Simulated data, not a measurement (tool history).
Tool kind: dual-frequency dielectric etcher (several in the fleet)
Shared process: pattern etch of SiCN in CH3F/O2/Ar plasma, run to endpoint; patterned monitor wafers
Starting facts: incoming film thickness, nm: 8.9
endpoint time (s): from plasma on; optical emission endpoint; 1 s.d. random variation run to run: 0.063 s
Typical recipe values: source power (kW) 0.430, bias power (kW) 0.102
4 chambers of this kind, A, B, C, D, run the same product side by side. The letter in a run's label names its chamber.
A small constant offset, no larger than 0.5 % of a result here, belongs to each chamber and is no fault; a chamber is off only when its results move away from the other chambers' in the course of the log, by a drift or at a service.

Run 1C, hour 4.7: usual settings. Result: endpoint time (s) 20.142.
Run 2B, hour 8.0: usual settings. Result: endpoint time (s) 20.284.
Run 3D, hour 11.8: usual settings. Result: endpoint time (s) 20.277.
Run 4A, hour 14.9: usual settings. Result: endpoint time (s) 20.319.
Run 5B, hour 19.9: usual settings. Result: endpoint time (s) 20.257.
Run 6D, hour 24.1: usual settings. Result: endpoint time (s) 20.327.
Run 7A, hour 28.8: usual settings. Result: endpoint time (s) 20.355.
Run 8C, hour 32.8: usual settings. Result: endpoint time (s) 20.261.
Run 9D, hour 36.3: usual settings but source power (kW) 0.500, bias power (kW) 0.118. Result: endpoint time (s) 18.164.
Run 10B, hour 41.7: usual settings but source power (kW) 0.500, bias power (kW) 0.118. Result: endpoint time (s) 18.154.
Run 11A, hour 47.7: usual settings but source power (kW) 0.500, bias power (kW) 0.118. Result: endpoint time (s) 18.073.
Run 12C, hour 52.4: usual settings but source power (kW) 0.500, bias power (kW) 0.118. Result: endpoint time (s) 18.245.
Run 13D, hour 56.5: usual settings. Result: endpoint time (s) 20.320.
Run 14C, hour 59.8: usual settings. Result: endpoint time (s) 20.349.
Run 15A, hour 64.5: usual settings. Result: endpoint time (s) 20.315.
Run 16B, hour 70.6: usual settings. Result: endpoint time (s) 20.326.
At hour 75.4: chamber B: wet clean of the chamber.
Run 17A, hour 75.6: usual settings. Result: endpoint time (s) 20.333.
Run 18B, hour 78.8: usual settings. Result: endpoint time (s) 20.336.
Run 19D, hour 82.2: usual settings. Result: endpoint time (s) 20.261.
Run 20C, hour 86.4: usual settings. Result: endpoint time (s) 20.279.
Run 21D, hour 89.6: usual settings. Result: endpoint time (s) 20.367.
Run 22A, hour 93.8: usual settings. Result: endpoint time (s) 20.276.
Run 23B, hour 97.2: usual settings. Result: endpoint time (s) 20.412.
Run 24C, hour 102.6: usual settings. Result: endpoint time (s) 20.335.
Run 25D, hour 105.8: usual settings but source power (kW) 0.390. Result: endpoint time (s) 21.123.
Run 26C, hour 110.8: usual settings but source power (kW) 0.390. Result: endpoint time (s) 20.973.
Run 27B, hour 116.5: usual settings but source power (kW) 0.390. Result: endpoint time (s) 21.028.
Run 28A, hour 120.5: usual settings but source power (kW) 0.390. Result: endpoint time (s) 21.155.
Run 29C, hour 123.7: usual settings. Result: endpoint time (s) 20.176.
Run 30B, hour 128.8: usual settings but source power (kW) 0.490, bias power (kW) 0.087. Result: endpoint time (s) 20.586.
Run 31D, hour 133.3: usual settings but source power (kW) 0.490, bias power (kW) 0.087. Result: endpoint time (s) 20.470.
Run 32A, hour 139.1: usual settings but source power (kW) 0.490, bias power (kW) 0.087. Result: endpoint time (s) 20.507.
Run 33B, hour 143.8: usual settings but source power (kW) 0.490, bias power (kW) 0.087. Result: endpoint time (s) 20.496.

Which is it: a chamber that has drifted or been left off by a service, a gauge drift common to all chambers, or only each chamber's usual small offset? If a chamber is off, name it and its likeliest cause.

All chambers stay in line apart from their small fixed offsets, and the gauge does not drift.
